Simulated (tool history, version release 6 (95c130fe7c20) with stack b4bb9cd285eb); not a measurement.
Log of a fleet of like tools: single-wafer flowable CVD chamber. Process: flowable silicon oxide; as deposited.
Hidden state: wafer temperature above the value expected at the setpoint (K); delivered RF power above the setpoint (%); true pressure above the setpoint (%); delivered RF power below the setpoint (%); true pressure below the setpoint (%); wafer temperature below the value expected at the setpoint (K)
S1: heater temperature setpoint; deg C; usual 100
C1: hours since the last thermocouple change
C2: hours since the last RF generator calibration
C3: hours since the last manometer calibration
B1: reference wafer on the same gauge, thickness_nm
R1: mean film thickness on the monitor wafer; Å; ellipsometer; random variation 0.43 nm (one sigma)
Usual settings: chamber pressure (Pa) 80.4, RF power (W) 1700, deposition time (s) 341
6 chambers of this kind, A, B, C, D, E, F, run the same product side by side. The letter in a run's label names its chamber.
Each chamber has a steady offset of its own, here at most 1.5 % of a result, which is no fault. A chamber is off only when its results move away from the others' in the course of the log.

run 1A hour=3.5 | S1=100 chamber_pressure_(Pa)=80.4 RF_power_(W)=1700 deposition_time_(s)=341 | C1=1368.1 C2=1049.2 C3=532.4 | B1=138.98 | R1=1344.50
run 2D hour=7.2 | S1=100 chamber_pressure_(Pa)=80.4 RF_power_(W)=1700 deposition_time_(s)=341 | C1=1308.2 C2=1592.0 C3=2458.6 | B1=138.81 | R1=1357.70
run 3E hour=11.3 | S1=100 chamber_pressure_(Pa)=80.4 RF_power_(W)=1700 deposition_time_(s)=341 | C1=636.8 C2=692.6 C3=1477.1 | B1=139.19 | R1=1350.90
-- hour=13.7 chamber D: capacitance manometer re-zeroed and calibrated
run 4C hour=14.9 | S1=100 chamber_pressure_(Pa)=80.4 RF_power_(W)=1700 deposition_time_(s)=341 | C1=686.1 C2=1288.1 C3=1235.3 | B1=138.90 | R1=1363.30
run 5F hour=18.4 | S1=100 chamber_pressure_(Pa)=80.4 RF_power_(W)=1700 deposition_time_(s)=341 | C1=1965.4 C2=124.4 C3=570.6 | B1=138.97 | R1=1359.30
run 6B hour=21.4 | S1=100 chamber_pressure_(Pa)=80.4 RF_power_(W)=1700 deposition_time_(s)=341 | C1=1002.0 C2=217.1 C3=600.6 | B1=139.00 | R1=1359.50
run 7D hour=25.4 | S1=100 chamber_pressure_(Pa)=80.4 RF_power_(W)=1700 deposition_time_(s)=341 | C1=1326.4 C2=1610.2 C3=11.7 | B1=139.02 | R1=1356.10
run 8F hour=29.0 | S1=100 chamber_pressure_(Pa)=80.4 RF_power_(W)=1580 deposition_time_(s)=341 | C1=1976.0 C2=135.0 C3=581.2 | B1=138.93 | R1=1337.80
run 9E hour=31.0 | S1=100 chamber_pressure_(Pa)=80.4 RF_power_(W)=1580 deposition_time_(s)=341 | C1=656.5 C2=712.3 C3=1496.8 | B1=139.01 | R1=1329.80
run 10C hour=35.5 | S1=100 chamber_pressure_(Pa)=80.4 RF_power_(W)=1580 deposition_time_(s)=341 | C1=706.7 C2=1308.7 C3=1255.9 | B1=138.99 | R1=1332.30
run 11A hour=38.1 | S1=100 chamber_pressure_(Pa)=80.4 RF_power_(W)=1580 deposition_time_(s)=341 | C1=1402.7 C2=1083.8 C3=567.0 | B1=139.02 | R1=1320.40
run 12B hour=40.7 | S1=100 chamber_pressure_(Pa)=80.4 RF_power_(W)=1580 deposition_time_(s)=341 | C1=1021.3 C2=236.4 C3=619.9 | B1=138.98 | R1=1334.90
run 13A hour=44.3 | S1=100 chamber_pressure_(Pa)=80.4 RF_power_(W)=1580 deposition_time_(s)=341 | C1=1408.9 C2=1090.0 C3=573.2 | B1=138.87 | R1=1318.00
run 14E hour=46.9 | S1=100 chamber_pressure_(Pa)=80.4 RF_power_(W)=1700 deposition_time_(s)=341 | C1=672.4 C2=728.2 C3=1512.7 | B1=139.06 | R1=1343.10
run 15F hour=49.3 | S1=100 chamber_pressure_(Pa)=80.4 RF_power_(W)=1700 deposition_time_(s)=341 | C1=1996.3 C2=155.3 C3=601.5 | B1=139.00 | R1=1364.20
-- hour=51.8 chamber A: thermocouple changed; heater temperature recalibrated
run 16C hour=53.3 | S1=100 chamber_pressure_(Pa)=80.4 RF_power_(W)=1700 deposition_time_(s)=341 | C1=724.5 C2=1326.5 C3=1273.7 | B1=139.07 | R1=1352.40
run 17B hour=56.1 | S1=100 chamber_pressure_(Pa)=80.4 RF_power_(W)=1700 deposition_time_(s)=341 | C1=1036.7 C2=251.8 C3=635.3 | B1=138.96 | R1=1351.30
run 18D hour=60.1 | S1=100 chamber_pressure_(Pa)=80.4 RF_power_(W)=1700 deposition_time_(s)=341 | C1=1361.1 C2=1644.9 C3=46.4 | B1=139.04 | R1=1354.30
run 19E hour=63.8 | S1=100 chamber_pressure_(Pa)=80.4 RF_power_(W)=1700 deposition_time_(s)=341 | C1=689.3 C2=745.1 C3=1529.6 | B1=139.02 | R1=1350.50
run 20C hour=66.3 | S1=100 chamber_pressure_(Pa)=80.4 RF_power_(W)=1700 deposition_time_(s)=341 | C1=737.5 C2=1339.5 C3=1286.7 | B1=139.05 | R1=1360.30
run 21D hour=68.6 | S1=100 chamber_pressure_(Pa)=80.4 RF_power_(W)=1850 deposition_time_(s)=341 | C1=1369.6 C2=1653.4 C3=54.9 | B1=139.03 | R1=1380.10
run 22F hour=71.8 | S1=100 chamber_pressure_(Pa)=80.4 RF_power_(W)=1850 deposition_time_(s)=341 | C1=2018.8 C2=177.8 C3=624.0 | B1=139.06 | R1=1402.90
run 23B hour=76.1 | S1=100 chamber_pressure_(Pa)=80.4 RF_power_(W)=1850 deposition_time_(s)=341 | C1=1056.7 C2=271.8 C3=655.3 | B1=139.03 | R1=1395.70
run 24A hour=80.0 | S1=100 chamber_pressure_(Pa)=80.4 RF_power_(W)=1850 deposition_time_(s)=341 | C1=28.3 C2=1125.7 C3=608.9 | B1=139.01 | R1=1343.50
run 25A hour=82.7 | S1=100 chamber_pressure_(Pa)=80.4 RF_power_(W)=1850 deposition_time_(s)=341 | C1=31.0 C2=1128.4 C3=611.6 | B1=139.05 | R1=1346.90
run 26E hour=85.1 | S1=100 chamber_pressure_(Pa)=80.4 RF_power_(W)=1850 deposition_time_(s)=341 | C1=710.6 C2=766.4 C3=1550.9 | B1=139.01 | R1=1381.80
-- hour=86.5 chamber D: RF generator calibrated
run 27C hour=89.0 | S1=100 chamber_pressure_(Pa)=80.4 RF_power_(W)=1700 deposition_time_(s)=341 | C1=760.2 C2=1362.2 C3=1309.4 | B1=139.00 | R1=1353.80
run 28F hour=92.0 | S1=110 chamber_pressure_(Pa)=80.4 RF_power_(W)=1700 deposition_time_(s)=341 | C1=2039.0 C2=198.0 C3=644.2 | B1=138.88 | R1=979.87
run 29D hour=95.3 | S1=110 chamber_pressure_(Pa)=80.4 RF_power_(W)=1700 deposition_time_(s)=341 | C1=1396.3 C2=8.9 C3=81.6 | B1=139.04 | R1=973.05
run 30B hour=97.4 | S1=110 chamber_pressure_(Pa)=80.4 RF_power_(W)=1700 deposition_time_(s)=341 | C1=1078.0 C2=293.1 C3=676.6 | B1=139.12 | R1=979.31
run 31F hour=100.3 | S1=110 chamber_pressure_(Pa)=80.4 RF_power_(W)=1700 deposition_time_(s)=341 | C1=2047.3 C2=206.3 C3=652.5 | B1=139.06 | R1=986.67
run 32B hour=102.3 | S1=110 chamber_pressure_(Pa)=80.4 RF_power_(W)=1700 deposition_time_(s)=341 | C1=1082.9 C2=298.0 C3=681.5 | B1=138.96 | R1=978.60
run 33A hour=106.6 | S1=110 chamber_pressure_(Pa)=80.4 RF_power_(W)=1700 deposition_time_(s)=341 | C1=54.9 C2=1152.3 C3=635.5 | B1=138.99 | R1=947.90
run 34E hour=109.4 | S1=100 chamber_pressure_(Pa)=80.4 RF_power_(W)=1700 deposition_time_(s)=341 | C1=734.9 C2=790.7 C3=1575.2 | B1=139.07 | R1=1351.50
run 35D hour=112.0 | S1=100 chamber_pressure_(Pa)=80.4 RF_power_(W)=1700 deposition_time_(s)=341 | C1=1413.0 C2=25.6 C3=98.3 | B1=139.07 | R1=1355.60
run 36C hour=114.7 | S1=100 chamber_pressure_(Pa)=91.3 RF_power_(W)=1865 deposition_time_(s)=341 | C1=785.9 C2=1387.9 C3=1335.1 | B1=139.09 | R1=1650.60
run 37D hour=117.0 | S1=100 chamber_pressure_(Pa)=91.3 RF_power_(W)=1865 deposition_time_(s)=341 | C1=1418.0 C2=30.6 C3=103.3 | B1=139.03 | R1=1641.40
run 38E hour=119.1 | S1=100 chamber_pressure_(Pa)=91.3 RF_power_(W)=1865 deposition_time_(s)=341 | C1=744.6 C2=800.4 C3=1584.9 | B1=138.98 | R1=1645.90
run 39A hour=123.1 | S1=100 chamber_pressure_(Pa)=91.3 RF_power_(W)=1865 deposition_time_(s)=341 | C1=71.4 C2=1168.8 C3=652.0 | B1=138.92 | R1=1609.20
run 40F hour=126.9 | S1=100 chamber_pressure_(Pa)=91.3 RF_power_(W)=1865 deposition_time_(s)=341 | C1=2073.9 C2=232.9 C3=679.1 | B1=138.97 | R1=1662.20
run 41C hour=130.4 | S1=100 chamber_pressure_(Pa)=91.3 RF_power_(W)=1865 deposition_time_(s)=341 | C1=801.6 C2=1403.6 C3=1350.8 | B1=138.94 | R1=1654.40

All 6 chambers run these settings next. Forecast each chamber's results:
run 42A hour=133.6 | S1=100 chamber_pressure_(Pa)=80.4 RF_power_(W)=1985 deposition_time_(s)=341 | R1=?
run 42B hour=133.6 | S1=100 chamber_pressure_(Pa)=80.4 RF_power_(W)=1985 deposition_time_(s)=341 | R1=?
run 42C hour=133.6 | S1=100 chamber_pressure_(Pa)=80.4 RF_power_(W)=1985 deposition_time_(s)=341 | R1=?
run 42D hour=133.6 | S1=100 chamber_pressure_(Pa)=80.4 RF_power_(W)=1985 deposition_time_(s)=341 | R1=?
run 42E hour=133.6 | S1=100 chamber_pressure_(Pa)=80.4 RF_power_(W)=1985 deposition_time_(s)=341 | R1=?
run 42F hour=133.6 | S1=100 chamber_pressure_(Pa)=80.4 RF_power_(W)=1985 deposition_time_(s)=341 | R1=?

run=42A R1=1363.70
run=42B R1=1414.80
run=42C R1=1415.90
run=42D R1=1415.00
run=42E R1=1391.30
run=42F R1=1410.30
